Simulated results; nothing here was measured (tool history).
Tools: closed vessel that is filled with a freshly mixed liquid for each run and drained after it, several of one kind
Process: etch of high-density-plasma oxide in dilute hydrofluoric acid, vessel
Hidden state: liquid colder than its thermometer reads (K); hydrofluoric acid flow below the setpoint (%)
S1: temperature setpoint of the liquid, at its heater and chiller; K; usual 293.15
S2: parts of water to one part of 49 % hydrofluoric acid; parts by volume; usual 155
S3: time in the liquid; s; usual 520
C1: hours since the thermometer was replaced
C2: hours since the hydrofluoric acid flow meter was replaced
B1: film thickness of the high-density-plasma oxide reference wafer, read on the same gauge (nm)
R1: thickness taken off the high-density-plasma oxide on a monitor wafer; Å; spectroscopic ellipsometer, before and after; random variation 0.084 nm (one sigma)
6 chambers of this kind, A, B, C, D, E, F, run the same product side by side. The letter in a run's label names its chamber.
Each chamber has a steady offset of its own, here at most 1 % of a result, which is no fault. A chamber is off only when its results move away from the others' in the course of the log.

run   hour      S1   S2   S3      C1      C2      B1       R1
 1E    9.8  293.15  155  520   904.1   919.1  139.98  136.900
 2B   17.9  293.15  155  520  2350.3    18.7  139.96  136.190
 3F   29.3  293.15  155  520   699.9  1398.2  140.04  137.000
 4D   35.0  293.15  155  520   707.2   383.4  140.03  136.120
 5A   47.6  293.15  155  520  1607.0   276.3  140.03  136.470
 6C   55.1  293.15  155  520  1833.5   958.5  140.01  136.850
 7C   66.2  293.15  155  520  1844.6   969.6  140.01  137.380
 8F   73.2  293.15  155  520   743.8  1442.1  139.98  136.490
 9A   84.1  293.15  155  520  1643.5   312.8  139.98  138.110
10B   96.9  293.15  155  520  2429.3    97.7  139.99  136.600
11D  105.6  297.15  155  520   777.8   454.0  140.00  158.810
12E  117.0  297.15  155  520  1011.3  1026.3  140.01  160.530
13E  127.7  297.15  155  520  1022.0  1037.0  140.02  161.430
14A  136.1  297.15  155  520  1695.5   364.8  139.98  163.710
15D  142.8  297.15  155  520   815.0   491.2  140.05  158.840
16C  151.5  297.15  155  520  1929.9  1054.9  139.97  160.090
17B  157.1  293.15  155  520  2489.5   157.9  140.01  135.960
18F  167.2  293.15  155  520   837.8  1536.1  139.99  136.690
19C  176.3  293.15  155  520  1954.7  1079.7  139.95  138.430
20F  183.1  293.15  155  520   853.7  1552.0  139.95  138.570
21A  190.9  293.15  155  520  1750.3   419.6  139.98  135.330
22B  203.3  293.15  155  520  2535.7   204.1  139.96  136.380
23D  210.6  293.15  155  520   882.8   559.0  139.97  137.510
24E  217.7  293.15  155  520  1112.0  1127.0  140.00  137.550
25E  223.3  293.15  155  520  1117.6  1132.6  139.98  138.230
26D  232.3  293.15  155  520   904.5   580.7  140.00  136.860
27B  240.8  293.15  155  520  2573.2   241.6  139.99  136.460
28F  250.3  293.15  155  520   920.9  1619.2  140.01  136.500
29A  261.6  293.15  155  265  1821.0   490.3  140.04   67.181
30C  269.5  293.15  155  265  2047.9  1172.9  140.02   70.121
     280.5  -- chamber F: thermometer replaced
31E  282.3  293.15  155  265  1176.6  1191.6  140.03   70.147
32C  289.2  293.15  155  265  2067.6  1192.6  139.98   70.685
33B  302.2  293.15  155  265  2634.6   303.0  139.97   69.515
34F  308.0  293.15  155  265    27.5  1676.9  140.04   68.988
35A  319.7  293.15  155  520  1879.1   548.4  139.98  130.140
36D  331.1  293.15  155  520  1003.3   679.5  139.97  136.040
37B  337.8  293.15  155  520  2670.2   338.6  140.02  135.180
38C  347.3  293.15  155  520  2125.7  1250.7  139.98  137.390
39D  357.2  293.15  155  520  1029.4   705.6  140.04  136.500
40F  367.2  293.15  155  520    86.7  1736.1  139.96  137.600
41E  374.9  293.15  155  520  1269.2  1284.2  139.98  135.850
42A  385.3  293.15  155  520  1944.7   614.0  139.94  127.980

Is one chamber off against the others, does the gauge drift, or is nothing wrong? If a chamber is off, say which, and what the likeliest cause is.

Chamber A drifts away from the others.
Cause: hydrofluoric acid flow below the setpoint (%) = 6.62.
The log may not tell that from: liquid colder than its thermometer reads (K).

Here are 4 candidates for chamber A's next run, each the usual settings with a change, their results left as question marks. Which one brings its results back in line with what the others give on the usual settings?
In line means no further than this from the other chambers' mean on the usual settings: R1 2.900 Å
43A-1  394.6  293.15  145  560               ?
43A-2  394.6  295.15  155  520               ?
43A-3  394.6  293.15  155  485               ?
43A-4  394.6  292.65  175  520               ?

The other chambers' mean on the usual settings: R1 136.670 Å
  run       R1
43A-1  147.170
43A-2  136.960
43A-3  118.020
43A-4  107.650
43A-2 brings the chamber back in line.

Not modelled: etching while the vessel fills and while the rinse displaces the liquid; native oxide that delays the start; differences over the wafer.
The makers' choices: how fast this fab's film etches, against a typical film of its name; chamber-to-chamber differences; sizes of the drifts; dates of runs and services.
